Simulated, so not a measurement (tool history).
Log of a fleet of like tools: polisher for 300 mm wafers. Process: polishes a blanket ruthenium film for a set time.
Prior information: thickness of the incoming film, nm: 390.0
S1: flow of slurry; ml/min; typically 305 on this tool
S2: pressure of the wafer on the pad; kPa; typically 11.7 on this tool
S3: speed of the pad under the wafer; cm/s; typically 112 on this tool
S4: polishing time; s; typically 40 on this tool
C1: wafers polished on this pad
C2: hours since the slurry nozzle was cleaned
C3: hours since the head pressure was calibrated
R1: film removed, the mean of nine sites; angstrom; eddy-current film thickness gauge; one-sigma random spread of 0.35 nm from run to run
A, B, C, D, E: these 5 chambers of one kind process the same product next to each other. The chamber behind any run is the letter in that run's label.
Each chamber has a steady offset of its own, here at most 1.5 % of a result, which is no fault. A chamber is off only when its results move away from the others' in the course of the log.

| run | hour | S1 | S2 | S3 | S4 | C1 | C2 | C3 | R1 |
|---|---|---|---|---|---|---|---|---|---|
| 1C | 10.2 | 305 | 11.7 | 112 | 40 | 689 | 441.6 | 897.7 | 495.07 |
|  | 10.3 | chamber D: worn pad replaced by a new one |
|  | 12.6 | chamber C: slurry nozzle cleaned |
|  | 18.3 | chamber A: worn pad replaced by a new one |
|  | 18.8 | chamber C: worn pad replaced by a new one |
|  | 19.0 | chamber B: worn pad replaced by a new one |
| 2D | 19.4 | 305 | 11.7 | 112 | 40 | 105 | 168.4 | 654.9 | 493.63 |
| 3B | 29.7 | 305 | 11.7 | 112 | 40 | 123 | 160.7 | 511.4 | 491.27 |
|  | 32.8 | chamber E: worn pad replaced by a new one |
| 4E | 35.3 | 305 | 11.7 | 112 | 40 | 29 | 469.4 | 494.5 | 489.56 |
| 5A | 44.6 | 305 | 11.7 | 112 | 40 | 304 | 219.9 | 143.4 | 491.89 |
| 6B | 49.9 | 305 | 11.7 | 112 | 40 | 357 | 180.9 | 531.6 | 489.13 |
| 7E | 59.3 | 305 | 11.7 | 112 | 40 | 307 | 493.4 | 518.5 | 485.21 |
| 8A | 66.8 | 305 | 11.7 | 112 | 40 | 561 | 242.1 | 165.6 | 501.09 |
| 9C | 76.2 | 305 | 11.7 | 112 | 40 | 663 | 63.6 | 963.7 | 493.48 |
| 10D | 83.9 | 305 | 11.7 | 112 | 40 | 850 | 232.9 | 719.4 | 489.02 |
|  | 88.2 | chamber B: worn pad replaced by a new one |
| 11D | 90.9 | 305 | 11.7 | 112 | 40 | 931 | 239.9 | 726.4 | 490.45 |
|  | 91.3 | chamber D: slurry nozzle cleaned |
|  | 92.6 | chamber C: worn pad replaced by a new one |
| 12A | 96.5 | 305 | 11.7 | 112 | 40 | 904 | 271.8 | 195.3 | 493.83 |
|  | 99.2 | chamber A: worn pad replaced by a new one |
|  | 101.7 | chamber E: worn pad replaced by a new one |
| 13B | 104.1 | 305 | 11.7 | 112 | 40 | 184 | 235.1 | 585.8 | 484.71 |
| 14C | 114.5 | 305 | 11.7 | 112 | 40 | 254 | 101.9 | 1002.0 | 491.26 |
| 15E | 123.5 | 305 | 11.7 | 112 | 40 | 252 | 557.6 | 582.7 | 487.20 |
|  | 127.1 | chamber D: head pressure recalibrated |
|  | 127.6 | chamber D: worn pad replaced by a new one |
| 16B | 129.7 | 305 | 11.7 | 112 | 40 | 480 | 260.7 | 611.4 | 495.04 |
| 17E | 139.5 | 305 | 11.7 | 112 | 40 | 437 | 573.6 | 598.7 | 486.84 |
| 18A | 144.2 | 305 | 11.7 | 112 | 40 | 521 | 319.5 | 243.0 | 491.06 |
| 19D | 149.2 | 305 | 11.7 | 112 | 40 | 249 | 58.0 | 22.1 | 519.85 |
|  | 154.1 | chamber C: worn pad replaced by a new one |
| 20C | 158.0 | 305 | 11.7 | 112 | 40 | 45 | 145.4 | 1045.5 | 496.70 |
|  | 158.5 | chamber B: worn pad replaced by a new one |
| 21D | 164.6 | 305 | 11.7 | 112 | 40 | 427 | 73.4 | 37.5 | 517.28 |
| 22B | 170.5 | 305 | 11.7 | 112 | 40 | 139 | 301.5 | 652.2 | 488.08 |
|  | 172.2 | chamber E: worn pad replaced by a new one |
| 23E | 176.5 | 305 | 11.7 | 112 | 40 | 50 | 610.6 | 635.7 | 495.89 |
| 24A | 181.7 | 305 | 8.3 | 112 | 26 | 954 | 357.0 | 280.5 | 223.91 |
|  | 181.8 | chamber A: worn pad replaced by a new one |
| 25C | 190.0 | 305 | 8.3 | 112 | 26 | 415 | 177.4 | 1077.5 | 227.17 |
| 26C | 199.2 | 305 | 8.3 | 112 | 26 | 521 | 186.6 | 1086.7 | 227.42 |
| 27E | 204.5 | 305 | 8.3 | 112 | 26 | 374 | 638.6 | 663.7 | 225.06 |
| 28B | 211.1 | 305 | 8.3 | 112 | 26 | 608 | 342.1 | 692.8 | 220.02 |
|  | 219.3 | chamber C: worn pad replaced by a new one |
| 29A | 220.3 | 305 | 11.7 | 112 | 40 | 445 | 395.6 | 319.1 | 491.34 |
|  | 221.6 | chamber B: worn pad replaced by a new one |
| 30D | 228.5 | 305 | 11.7 | 112 | 40 | 1166 | 137.3 | 101.4 | 523.30 |
|  | 229.5 | chamber D: worn pad replaced by a new one |
| 31D | 235.4 | 305 | 11.7 | 112 | 40 | 68 | 144.2 | 108.3 | 514.99 |
|  | 236.3 | chamber E: worn pad replaced by a new one |
| 32C | 242.8 | 305 | 11.7 | 112 | 40 | 272 | 230.2 | 1130.3 | 488.11 |
| 33A | 252.3 | 245 | 11.7 | 112 | 48 | 815 | 427.6 | 351.1 | 576.53 |
| 34B | 258.0 | 245 | 11.7 | 112 | 48 | 420 | 389.0 | 739.7 | 567.69 |
|  | 265.1 | chamber A: worn pad replaced by a new one |
| 35E | 266.8 | 245 | 11.7 | 112 | 48 | 352 | 700.9 | 726.0 | 585.98 |
| 36D | 275.2 | 245 | 11.7 | 112 | 48 | 528 | 184.0 | 148.1 | 610.70 |
| 37B | 280.3 | 245 | 11.7 | 112 | 48 | 678 | 411.3 | 762.0 | 570.30 |
|  | 284.1 | chamber C: worn pad replaced by a new one |
| 38A | 289.8 | 305 | 11.7 | 112 | 40 | 285 | 465.1 | 388.6 | 491.82 |
| 39E | 298.9 | 305 | 11.7 | 112 | 40 | 723 | 733.0 | 758.1 | 492.62 |
|  | 302.9 | chamber E: worn pad replaced by a new one |
| 40C | 307.7 | 305 | 11.7 | 112 | 40 | 273 | 295.1 | 1195.2 | 487.52 |
| 41E | 313.8 | 305 | 11.7 | 112 | 40 | 126 | 747.9 | 773.0 | 483.47 |
| 42C | 322.0 | 305 | 11.7 | 112 | 40 | 438 | 309.4 | 1209.5 | 493.94 |
| 43A | 331.1 | 305 | 11.7 | 112 | 40 | 762 | 506.4 | 429.9 | 491.21 |

All 5 chambers run these settings next. Forecast each chamber's results:
| 44A | 338.6 | 305 | 11.7 | 112 | 40 |  |  |  | ? |
| 44B | 338.6 | 305 | 11.7 | 112 | 40 |  |  |  | ? |
| 44C | 338.6 | 305 | 11.7 | 112 | 40 |  |  |  | ? |
| 44D | 338.6 | 305 | 11.7 | 112 | 40 |  |  |  | ? |
| 44E | 338.6 | 305 | 11.7 | 112 | 40 |  |  |  | ? |

| run | R1 |
|---|---|
| 44A | 495.24 |
| 44B | 490.42 |
| 44C | 492.20 |
| 44D | 520.17 |
| 44E | 485.97 |
